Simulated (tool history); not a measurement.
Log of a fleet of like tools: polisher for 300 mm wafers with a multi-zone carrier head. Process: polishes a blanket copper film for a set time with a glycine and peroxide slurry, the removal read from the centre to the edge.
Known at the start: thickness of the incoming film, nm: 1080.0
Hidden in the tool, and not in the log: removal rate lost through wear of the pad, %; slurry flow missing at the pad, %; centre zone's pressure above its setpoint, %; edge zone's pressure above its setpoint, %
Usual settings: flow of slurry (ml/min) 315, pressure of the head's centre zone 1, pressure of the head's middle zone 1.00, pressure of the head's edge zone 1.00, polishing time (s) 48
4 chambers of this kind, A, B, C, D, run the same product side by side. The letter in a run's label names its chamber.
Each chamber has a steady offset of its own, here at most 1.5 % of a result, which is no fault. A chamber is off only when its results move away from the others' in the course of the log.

run   hour  flow of slurry (ml/min)  pressure of the head's centre zone  pressure of the head's middle zone  pressure of the head's edge zone  polishing time (s)  wafers polished on this pad  hours since the slurry nozzle was cleaned  hours since the centre zone pressure was calibrated  hours since the edge zone pressure was calibrated  film removed at the wafer's centre (Å)  film removed at mid-radius (Å)  film removed at the wafer's edge (Å)
       8.6  -- chamber C: worn pad replaced by a new one
 1D   12.7                      315                                   1                                1.00                              1.00                  48                          446                                      373.6                                                134.1                                              302.2                                  3862.1                          3882.1                                3882.9
 2B   18.7                      315                                   1                                1.00                              1.00                  48                          923                                      548.6                                                727.9                                              653.4                                  3781.6                          3780.6                                3914.2
      20.3  -- chamber B: worn pad replaced by a new one
 3A   26.3                      315                                   1                                1.00                              1.00                  48                          438                                      105.1                                               1351.2                                              229.9                                  3942.7                          3934.5                                3826.3
 4C   33.7                      315                                   1                                1.00                              1.00                  48                          274                                       56.3                                                320.2                                              775.9                                  3840.0                          3828.7                                3926.1
 5D   39.7                      315                                   1                                1.00                              1.00                  48                          741                                      400.6                                                161.1                                              329.2                                  3906.5                          3946.0                                3792.3
      49.0  -- chamber D: worn pad replaced by a new one
 6C   50.5                      315                                   1                                1.00                              1.00                  48                          458                                       73.1                                                337.0                                              792.7                                  3838.8                          3824.7                                3896.5
 7A   64.0                      315                                   1                                1.00                              1.00                  48                          850                                      142.8                                               1388.9                                              267.6                                  3948.8                          3934.7                                3828.8
      71.1  -- chamber C: worn pad replaced by a new one
 8B   72.7                      315                                   1                                1.00                              1.00                  48                          573                                      602.6                                                781.9                                              707.4                                  3824.2                          3819.8                                3880.9
 9B   80.8                      315                                   1                                1.00                              1.00                  48                          662                                      610.7                                                790.0                                              715.5                                  3908.2                          3862.4                                3825.4
      83.5  -- chamber A: worn pad replaced by a new one
10A   89.7                      315                                   1                                1.00                              1.00                  48                           67                                      168.5                                               1414.6                                              293.3                                  3951.5                          3900.1                                3889.5
11D  101.5                      315                                   1                                1.00                              1.00                  48                          573                                      462.4                                                222.9                                              391.0                                  3853.1                          3835.7                                3743.2
     104.7  -- chamber C: edge zone pressure recalibrated
12C  109.0                      315                                   1                                1.00                              1.00                  48                          414                                      131.6                                                395.5                                                4.4                                  3926.7                          3828.0                                3834.8
     112.5  -- chamber B: worn pad replaced by a new one
     120.3  -- chamber C: worn pad replaced by a new one
13A  120.4                      375                                   1                                1.07                              1.00                  48                          403                                      199.2                                               1445.3                                              324.0                                  3946.2                          4144.1                                3871.2
14B  127.5                      375                                   1                                1.07                              1.00                  48                          164                                      657.4                                                836.7                                              762.2                                  3896.0                          4170.5                                3986.7
15C  134.1                      375                                   1                                1.07                              1.00                  48                          151                                      156.7                                                420.6                                               29.5                                  3919.0                          4144.0                                3893.3
     134.9  -- chamber D: worn pad replaced by a new one
16D  140.9                      375                                   1                                1.07                              1.00                  48                           66                                      501.8                                                262.3                                              430.4                                  4021.7                          4214.6                                3861.2
     141.8  -- chamber D: edge zone pressure recalibrated
17C  152.8                      315                                   1                                1.00                              1.00                  48                          356                                      175.4                                                439.3                                               48.2                                  3788.3                          3788.6                                3831.3
18B  160.9                      315                                   1                                1.00                              1.00                  48                          529                                      690.8                                                870.1                                              795.6                                  3881.2                          3889.7                                3897.7
19D  172.0                      315                                   1                                1.00                              1.00                  48                          406                                      532.9                                                293.4                                               30.3                                  4063.9                          3948.8                                3861.0
     176.8  -- chamber B: slurry nozzle cleaned
20A  179.9                      315                                   1                                1.00                              1.00                  48                         1053                                      258.7                                               1504.8                                              383.5                                  3918.9                          3799.5                                3872.6
     180.4  -- chamber A: worn pad replaced by a new one
     185.4  -- chamber C: worn pad replaced by a new one
21B  192.3                      315                                   1                                1.00                              1.00                  48                          872                                       15.5                                                901.5                                              827.0                                  3806.0                          3790.8                                3854.7
22D  201.2                      315                                   1                                1.00                              1.00                  48                          725                                      562.1                                                322.6                                               59.5                                  4165.9                          3865.7                                3760.8
     202.1  -- chamber B: worn pad replaced by a new one
     206.5  -- chamber D: worn pad replaced by a new one
23A  213.1                      315                                   1                                1.00                              1.00                  48                          357                                      291.9                                               1538.0                                              416.7                                  3928.8                          3812.5                                3902.5
24C  219.6                      315                                   1                                1.00                              1.00                  48                          374                                      242.2                                                506.1                                              115.0                                  3872.9                          3758.9                                3854.8
25D  226.6                      315                                   1                                1.00                              1.00                  48                          220                                      587.5                                                348.0                                               84.9                                  4303.5                          3868.9                                3874.4
     238.6  -- chamber A: centre zone pressure recalibrated
26C  240.1                      315                                   1                                1.00                              1.00                  48                          598                                      262.7                                                526.6                                              135.5                                  3863.3                          3816.3                                3818.7
     244.4  -- chamber C: worn pad replaced by a new one
27B  252.9                      315                                   1                                1.00                              1.00                  41                          555                                       76.1                                                962.1                                              887.6                                  3280.6                          3264.0                                3323.5
28A  260.8                      315                                   1                                1.00                              1.00                  41                          879                                      339.6                                                 22.2                                              464.4                                  3336.7                          3299.8                                3228.9
     266.2  -- chamber A: worn pad replaced by a new one
29C  270.4                      315                                   1                                1.00                              1.00                  41                          284                                      293.0                                                556.9                                              165.8                                  3286.3                          3212.1                                3297.0
30A  283.1                      315                                   1                                1.00                              1.00                  41                          185                                      361.9                                                 44.5                                              486.7                                  3313.8                          3336.9                                3279.7

What goes on in this fleet: one chamber off, a drifting gauge, or nothing beyond the chambers' own small offsets? Name the chamber and the cause, if any.

Chamber D drifts away from the others.
Cause: centre zone's pressure above its setpoint, % = 10.6.

Here are 4 candidates for chamber D's next run, each the usual settings with a change, their results left as question marks. Which one brings its results back in line with what the others give on the usual settings?
In line means no further than this from the other chambers' mean on the usual settings: film removed at the wafer's centre (Å) 140.0; film removed at mid-radius (Å) 140.0; film removed at the wafer's edge (Å) 160.0
31D-1  293.1                      310                                0.90                                1.01                              1.04                  48                                                                                                                                                                                                                       ?                               ?                                     ?
31D-2  293.1                      305                                0.84                                1.01                              1.07                  47                                                                                                                                                                                                                       ?                               ?                                     ?
31D-3  293.1                      320                                1.10                                0.99                              0.96                  49                                                                                                                                                                                                                       ?                               ?                                     ?
31D-4  293.1                      330                                1.17                                0.97                              0.91                  50                                                                                                                                                                                                                       ?                               ?                                     ?

The other chambers' mean on the usual settings: film removed at the wafer's centre (Å) 3844.9; film removed at mid-radius (Å) 3821.9; film removed at the wafer's edge (Å) 3850.9
  run  film removed at the wafer's centre (Å)  film removed at mid-radius (Å)  film removed at the wafer's edge (Å)
31D-1                                  3846.3                          3866.6                                3892.6
31D-2                                  3480.7                          3781.5                                3866.0
31D-3                                  4913.2                          3882.1                                3819.0
31D-4                                  5377.0                          3897.0                                3800.8
31D-1 brings the chamber back in line.
